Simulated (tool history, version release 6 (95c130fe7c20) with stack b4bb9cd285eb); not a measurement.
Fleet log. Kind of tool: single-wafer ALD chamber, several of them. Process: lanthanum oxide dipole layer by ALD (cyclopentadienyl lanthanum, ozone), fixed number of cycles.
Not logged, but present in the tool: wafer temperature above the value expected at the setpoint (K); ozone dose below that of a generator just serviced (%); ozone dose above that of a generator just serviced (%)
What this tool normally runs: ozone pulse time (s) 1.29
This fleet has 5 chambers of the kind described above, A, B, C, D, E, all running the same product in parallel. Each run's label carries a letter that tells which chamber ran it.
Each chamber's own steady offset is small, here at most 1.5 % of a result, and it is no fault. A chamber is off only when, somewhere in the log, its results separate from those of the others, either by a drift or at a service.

run,hour,ozone pulse time (s),hours since the last thermocouple change,hours since the last ozone generator service,"read-back reference wafer on the same gauge, thickness_nm",mean film thickness on the monitor wafer (angstrom)
1E,7.3,1.29,500.9,575.8,0.46244,5.4573
2A,15.3,1.29,338.2,428.1,0.46259,5.3843
3D,25.0,1.29,335.7,335.4,0.46137,5.3852
4B,32.6,1.29,437.6,987.9,0.46184,5.3334
5C,39.6,1.29,700.1,1621.9,0.46230,5.3535
6B,50.2,1.29,455.2,1005.5,0.46180,5.3325
7C,56.5,1.29,717.0,1638.8,0.46228,5.3390
8E,66.2,1.29,559.8,634.7,0.46197,5.4107
9A,75.7,1.29,398.6,488.5,0.46224,5.2985
10D,87.9,1.67,398.6,398.3,0.46149,5.6464
11A,94.4,1.67,417.3,507.2,0.46187,5.5278
12E,106.9,1.67,600.5,675.4,0.46134,5.6771
13B,117.6,1.67,522.6,1072.9,0.46185,5.5507
14D,125.8,1.67,436.5,436.2,0.46213,5.6033
15C,138.5,1.29,799.0,1720.8,0.46229,5.3370
16B,146.1,1.29,551.1,1101.4,0.46186,5.3549
17D,157.5,1.29,468.2,467.9,0.46210,5.3684
18E,169.4,1.29,663.0,737.9,0.46195,5.4233
# hour 178.7: chamber E: ozone generator serviced
19C,179.3,1.71,839.8,1761.6,0.46191,5.6042
20A,189.4,1.71,512.3,602.2,0.46166,5.4776
21E,200.4,1.71,694.0,21.8,0.46267,5.7092
22C,207.6,1.71,868.1,1789.9,0.46218,5.6626
# hour 208.8: chamber C: ozone generator serviced
23B,216.3,1.71,621.3,1171.6,0.46173,5.5949
24A,222.6,1.57,545.5,635.4,0.46223,5.4140
# hour 226.8: chamber C: thermocouple changed; heater temperature recalibrated
25D,235.9,1.57,546.6,546.3,0.46166,5.5131
26A,247.5,1.57,570.4,660.3,0.46185,5.3658
27C,259.9,1.57,33.1,51.1,0.46146,5.6115
28D,265.7,1.57,576.4,576.1,0.46187,5.5297
29B,272.3,1.29,677.3,1227.6,0.46191,5.3409
30E,281.2,1.29,774.8,102.6,0.46207,5.4735
31C,290.5,1.29,63.7,81.7,0.46209,5.3446
32A,300.9,1.29,623.8,713.7,0.46213,5.0603
33E,311.1,1.29,804.7,132.5,0.46233,5.3828
34D,320.9,1.29,631.6,631.3,0.46229,5.3574
35B,330.7,1.29,735.7,1286.0,0.46200,5.3099
36E,338.6,1.29,832.2,160.0,0.46168,5.4498
37D,348.8,1.29,659.5,659.2,0.46278,5.3385
38C,356.8,1.29,130.0,148.0,0.46175,5.3472
39B,366.1,1.29,771.1,1321.4,0.46255,5.3253

The same settings go to every chamber for the next run, one line per chamber below. Forecast the results for each:
40A,375.8,1.29,,,,?
40B,375.8,1.29,,,,?
40C,375.8,1.29,,,,?
40D,375.8,1.29,,,,?
40E,375.8,1.29,,,,?

run,mean film thickness on the monitor wafer (angstrom)
40A,5.0030
40B,5.3275
40C,5.3952
40D,5.3428
40E,5.4470
